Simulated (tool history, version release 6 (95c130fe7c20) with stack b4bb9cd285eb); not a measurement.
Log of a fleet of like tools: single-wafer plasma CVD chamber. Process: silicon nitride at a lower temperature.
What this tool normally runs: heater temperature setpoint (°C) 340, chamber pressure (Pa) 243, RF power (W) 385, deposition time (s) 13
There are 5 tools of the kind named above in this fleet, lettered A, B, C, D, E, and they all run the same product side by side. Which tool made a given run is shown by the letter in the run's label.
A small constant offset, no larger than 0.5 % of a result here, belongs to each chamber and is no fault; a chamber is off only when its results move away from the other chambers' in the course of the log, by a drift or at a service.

run,hour,heater temperature setpoint (°C),chamber pressure (Pa),RF power (W),deposition time (s),"read-back reference wafer on the same gauge, thickness_nm",mean film thickness on the monitor wafer (nm)
1D,3.5,340,243,385,13,18.091,18.726
2A,6.7,340,243,385,13,18.091,18.656
3E,10.6,340,243,385,13,18.101,18.768
4C,14.9,340,243,385,13,18.105,18.805
5B,17.2,340,243,385,13,18.099,18.694
6E,20,340,273,385,11.6,18.098,17.194
7C,24.1,340,273,385,11.6,18.094,17.31
8A,27.4,340,273,385,11.6,18.123,17.215
9D,31.2,340,273,385,11.6,18.099,17.249
10B,34.3,340,273,385,11.6,18.118,17.115
11D,36.4,340,275,440,13,18.101,20.926
12B,40.4,340,275,440,13,18.095,20.877
13A,44.7,340,275,440,13,18.085,21.01
14C,46.8,340,275,440,13,18.098,20.796
15E,50.5,340,275,440,13,18.099,20.87
16A,54.1,340,243,385,13,18.113,18.629
17E,56.9,340,243,385,13,18.098,18.612
18B,60.9,340,243,385,13,18.101,18.662
19D,65.6,340,243,385,13,18.088,18.805
20C,70.3,340,243,385,13,18.101,18.469
21E,73.4,352,243,425,13,18.099,19.656
22D,75.9,352,243,425,13,18.096,19.794
23A,78.7,352,243,425,13,18.103,19.876
24C,82.7,352,243,425,13,18.117,19.477
25B,84.9,352,243,425,13,18.095,19.71
26E,87.2,340,243,385,13,18.095,18.666
27D,89.9,340,243,385,13,18.1,18.792
28A,93.5,340,243,385,13,18.088,18.818
29C,97.1,340,243,385,13,18.096,18.205
30B,100.6,340,243,385,13,18.107,18.53

For the next run the whole fleet of 5 chambers uses the same settings. Give each chamber's results:
31A,104.1,340,243,385,13,,?
31B,104.1,340,243,385,13,,?
31C,104.1,340,243,385,13,,?
31D,104.1,340,243,385,13,,?
31E,104.1,340,243,385,13,,?

run,mean film thickness on the monitor wafer (nm)
31A,18.764
31B,18.597
31C,18.231
31D,18.727
31E,18.727

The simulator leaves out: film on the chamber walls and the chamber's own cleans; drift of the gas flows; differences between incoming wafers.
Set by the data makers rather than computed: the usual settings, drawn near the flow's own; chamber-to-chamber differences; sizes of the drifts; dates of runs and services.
